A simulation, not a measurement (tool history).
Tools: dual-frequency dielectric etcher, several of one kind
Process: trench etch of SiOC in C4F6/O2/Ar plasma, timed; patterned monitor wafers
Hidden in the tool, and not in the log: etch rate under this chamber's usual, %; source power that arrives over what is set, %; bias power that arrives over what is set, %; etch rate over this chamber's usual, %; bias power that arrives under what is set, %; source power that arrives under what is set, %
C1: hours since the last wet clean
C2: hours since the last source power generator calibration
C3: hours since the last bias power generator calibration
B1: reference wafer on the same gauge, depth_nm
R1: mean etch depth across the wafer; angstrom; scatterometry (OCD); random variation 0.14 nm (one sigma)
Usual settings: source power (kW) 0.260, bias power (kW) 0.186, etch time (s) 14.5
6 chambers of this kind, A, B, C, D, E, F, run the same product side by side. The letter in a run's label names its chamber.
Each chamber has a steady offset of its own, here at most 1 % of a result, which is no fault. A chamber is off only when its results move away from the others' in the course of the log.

{"run": "1D", "day": 0.192, "source power (kW)": 0.26, "bias power (kW)": 0.186, "etch time (s)": 14.5, "C1": 286.0, "C2": 274.3, "C3": 5221.5, "B1": 20.719, "R1": 259.71}
{"run": "2B", "day": 0.529, "source power (kW)": 0.26, "bias power (kW)": 0.186, "etch time (s)": 14.5, "C1": 312.1, "C2": 3051.1, "C3": 252.3, "B1": 20.705, "R1": 262.07}
{"day": 0.575, "done": "chamber B: source power generator calibrated"}
{"run": "3C", "day": 0.875, "source power (kW)": 0.26, "bias power (kW)": 0.186, "etch time (s)": 14.5, "C1": 22.9, "C2": 1809.2, "C3": 605.1, "B1": 20.711, "R1": 261.59}
{"run": "4E", "day": 1.221, "source power (kW)": 0.26, "bias power (kW)": 0.186, "etch time (s)": 14.5, "C1": 250.8, "C2": 677.8, "C3": 618.8, "B1": 20.697, "R1": 257.57}
{"run": "5A", "day": 1.612, "source power (kW)": 0.26, "bias power (kW)": 0.186, "etch time (s)": 14.5, "C1": 362.3, "C2": 3758.8, "C3": 598.6, "B1": 20.714, "R1": 262.22}
{"run": "6F", "day": 1.908, "source power (kW)": 0.26, "bias power (kW)": 0.186, "etch time (s)": 14.5, "C1": 172.0, "C2": 273.7, "C3": 143.8, "B1": 20.704, "R1": 256.75}
{"run": "7A", "day": 2.154, "source power (kW)": 0.26, "bias power (kW)": 0.186, "etch time (s)": 14.5, "C1": 375.3, "C2": 3771.8, "C3": 611.6, "B1": 20.742, "R1": 256.82}
{"run": "8E", "day": 2.362, "source power (kW)": 0.23, "bias power (kW)": 0.186, "etch time (s)": 16.5, "C1": 278.2, "C2": 705.2, "C3": 646.2, "B1": 20.699, "R1": 278.43}
{"run": "9D", "day": 2.754, "source power (kW)": 0.23, "bias power (kW)": 0.186, "etch time (s)": 16.5, "C1": 347.5, "C2": 335.8, "C3": 5283.0, "B1": 20.708, "R1": 282.62}
{"run": "10B", "day": 3.067, "source power (kW)": 0.23, "bias power (kW)": 0.186, "etch time (s)": 16.5, "C1": 373.0, "C2": 59.8, "C3": 313.2, "B1": 20.681, "R1": 281.83}
{"run": "11C", "day": 3.333, "source power (kW)": 0.23, "bias power (kW)": 0.186, "etch time (s)": 16.5, "C1": 81.9, "C2": 1868.2, "C3": 664.1, "B1": 20.706, "R1": 282.49}
{"run": "12F", "day": 3.708, "source power (kW)": 0.23, "bias power (kW)": 0.186, "etch time (s)": 16.5, "C1": 215.2, "C2": 316.9, "C3": 187.0, "B1": 20.698, "R1": 278.41}
{"run": "13F", "day": 3.888, "source power (kW)": 0.23, "bias power (kW)": 0.186, "etch time (s)": 16.5, "C1": 219.5, "C2": 321.2, "C3": 191.3, "B1": 20.687, "R1": 278.65}
{"run": "14D", "day": 4.233, "source power (kW)": 0.26, "bias power (kW)": 0.186, "etch time (s)": 14.5, "C1": 383.0, "C2": 371.3, "C3": 5318.5, "B1": 20.704, "R1": 257.81}
{"day": 4.471, "done": "chamber A: wet clean of the chamber"}
{"run": "15C", "day": 4.575, "source power (kW)": 0.26, "bias power (kW)": 0.186, "etch time (s)": 14.5, "C1": 111.7, "C2": 1898.0, "C3": 693.9, "B1": 20.698, "R1": 259.92}
{"run": "16A", "day": 4.958, "source power (kW)": 0.26, "bias power (kW)": 0.186, "etch time (s)": 14.5, "C1": 11.7, "C2": 3839.1, "C3": 678.9, "B1": 20.686, "R1": 261.21}
{"day": 5.221, "done": "chamber B: wet clean of the chamber"}
{"run": "17B", "day": 5.225, "source power (kW)": 0.26, "bias power (kW)": 0.186, "etch time (s)": 14.5, "C1": 0.1, "C2": 111.6, "C3": 365.0, "B1": 20.724, "R1": 260.23}
{"run": "18E", "day": 5.617, "source power (kW)": 0.26, "bias power (kW)": 0.186, "etch time (s)": 14.5, "C1": 356.3, "C2": 783.3, "C3": 724.3, "B1": 20.722, "R1": 260.76}
{"run": "19A", "day": 5.825, "source power (kW)": 0.26, "bias power (kW)": 0.186, "etch time (s)": 14.5, "C1": 32.5, "C2": 3859.9, "C3": 699.7, "B1": 20.713, "R1": 260.72}
{"run": "20D", "day": 6.088, "source power (kW)": 0.26, "bias power (kW)": 0.186, "etch time (s)": 14.5, "C1": 427.5, "C2": 415.8, "C3": 5363.0, "B1": 20.699, "R1": 261.13}
{"run": "21F", "day": 6.292, "source power (kW)": 0.26, "bias power (kW)": 0.186, "etch time (s)": 14.5, "C1": 277.2, "C2": 378.9, "C3": 249.0, "B1": 20.707, "R1": 257.69}
{"run": "22B", "day": 6.512, "source power (kW)": 0.26, "bias power (kW)": 0.186, "etch time (s)": 14.5, "C1": 31.0, "C2": 142.5, "C3": 395.9, "B1": 20.692, "R1": 259.26}
{"run": "23E", "day": 6.8, "source power (kW)": 0.26, "bias power (kW)": 0.186, "etch time (s)": 14.5, "C1": 384.7, "C2": 811.7, "C3": 752.7, "B1": 20.693, "R1": 262.06}
{"run": "24C", "day": 7.154, "source power (kW)": 0.26, "bias power (kW)": 0.186, "etch time (s)": 14.5, "C1": 173.6, "C2": 1959.9, "C3": 755.8, "B1": 20.726, "R1": 258.58}
{"run": "25C", "day": 7.483, "source power (kW)": 0.26, "bias power (kW)": 0.186, "etch time (s)": 14.5, "C1": 181.5, "C2": 1967.8, "C3": 763.7, "B1": 20.705, "R1": 261.08}
{"run": "26E", "day": 7.858, "source power (kW)": 0.26, "bias power (kW)": 0.186, "etch time (s)": 14.5, "C1": 410.1, "C2": 837.1, "C3": 778.1, "B1": 20.714, "R1": 262.79}
{"run": "27B", "day": 8.117, "source power (kW)": 0.26, "bias power (kW)": 0.186, "etch time (s)": 14.5, "C1": 69.5, "C2": 181.0, "C3": 434.4, "B1": 20.738, "R1": 259.0}
{"run": "28F", "day": 8.404, "source power (kW)": 0.26, "bias power (kW)": 0.186, "etch time (s)": 14.5, "C1": 327.9, "C2": 429.6, "C3": 299.7, "B1": 20.708, "R1": 258.56}
{"run": "29D", "day": 8.638, "source power (kW)": 0.26, "bias power (kW)": 0.186, "etch time (s)": 14.5, "C1": 488.7, "C2": 477.0, "C3": 5424.2, "B1": 20.674, "R1": 262.43}
{"run": "30A", "day": 8.912, "source power (kW)": 0.26, "bias power (kW)": 0.186, "etch time (s)": 14.5, "C1": 106.6, "C2": 3934.0, "C3": 773.8, "B1": 20.677, "R1": 257.87}
{"run": "31E", "day": 9.221, "source power (kW)": 0.26, "bias power (kW)": 0.186, "etch time (s)": 14.5, "C1": 442.8, "C2": 869.8, "C3": 810.8, "B1": 20.709, "R1": 267.72}
{"run": "32F", "day": 9.562, "source power (kW)": 0.26, "bias power (kW)": 0.186, "etch time (s)": 14.5, "C1": 355.7, "C2": 457.4, "C3": 327.5, "B1": 20.697, "R1": 256.43}
{"day": 9.929, "done": "chamber D: bias power generator calibrated"}
{"run": "33C", "day": 9.962, "source power (kW)": 0.26, "bias power (kW)": 0.186, "etch time (s)": 14.5, "C1": 241.0, "C2": 2027.3, "C3": 823.2, "B1": 20.685, "R1": 260.02}
{"run": "34D", "day": 10.196, "source power (kW)": 0.26, "bias power (kW)": 0.186, "etch time (s)": 14.5, "C1": 526.1, "C2": 514.4, "C3": 6.5, "B1": 20.682, "R1": 257.38}
{"run": "35A", "day": 10.425, "source power (kW)": 0.26, "bias power (kW)": 0.186, "etch time (s)": 14.5, "C1": 142.9, "C2": 3970.3, "C3": 810.1, "B1": 20.692, "R1": 261.13}
{"run": "36B", "day": 10.75, "source power (kW)": 0.26, "bias power (kW)": 0.186, "etch time (s)": 14.5, "C1": 132.7, "C2": 244.2, "C3": 497.6, "B1": 20.684, "R1": 258.78}
{"run": "37C", "day": 11.067, "source power (kW)": 0.26, "bias power (kW)": 0.186, "etch time (s)": 14.5, "C1": 267.5, "C2": 2053.8, "C3": 849.7, "B1": 20.707, "R1": 259.5}
{"run": "38E", "day": 11.262, "source power (kW)": 0.26, "bias power (kW)": 0.186, "etch time (s)": 14.5, "C1": 491.8, "C2": 918.8, "C3": 859.8, "B1": 20.722, "R1": 269.2}
{"run": "39B", "day": 11.583, "source power (kW)": 0.26, "bias power (kW)": 0.186, "etch time (s)": 14.5, "C1": 152.7, "C2": 264.2, "C3": 517.6, "B1": 20.727, "R1": 261.07}

Is one chamber off against the others, does the gauge drift, or is nothing wrong? If a chamber is off, say which, and what the likeliest cause is.

Chamber E drifts away from the others.
Cause: etch rate over this chamber's usual, % = 4.53.

Here are 4 candidates for chamber E's next run, each the usual settings with a change, their results left as question marks. Which one brings its results back in line with what the others give on the usual settings?
In line means no further than this from the other chambers' mean on the usual settings: R1 4.80 angstrom
{"run": "40E-1", "day": 11.867, "source power (kW)": 0.26, "bias power (kW)": 0.187, "etch time (s)": 15.0, "R1": "?"}
{"run": "40E-2", "day": 11.867, "source power (kW)": 0.32, "bias power (kW)": 0.186, "etch time (s)": 14.5, "R1": "?"}
{"run": "40E-3", "day": 11.867, "source power (kW)": 0.26, "bias power (kW)": 0.185, "etch time (s)": 14.0, "R1": "?"}
{"run": "40E-4", "day": 11.867, "source power (kW)": 0.26, "bias power (kW)": 0.142, "etch time (s)": 14.5, "R1": "?"}

The other chambers' mean on the usual settings: R1 259.09 angstrom
run=40E-1 R1=280.23
run=40E-2 R1=292.96
run=40E-3 R1=260.64
run=40E-4 R1=248.34
40E-3 brings the chamber back in line.
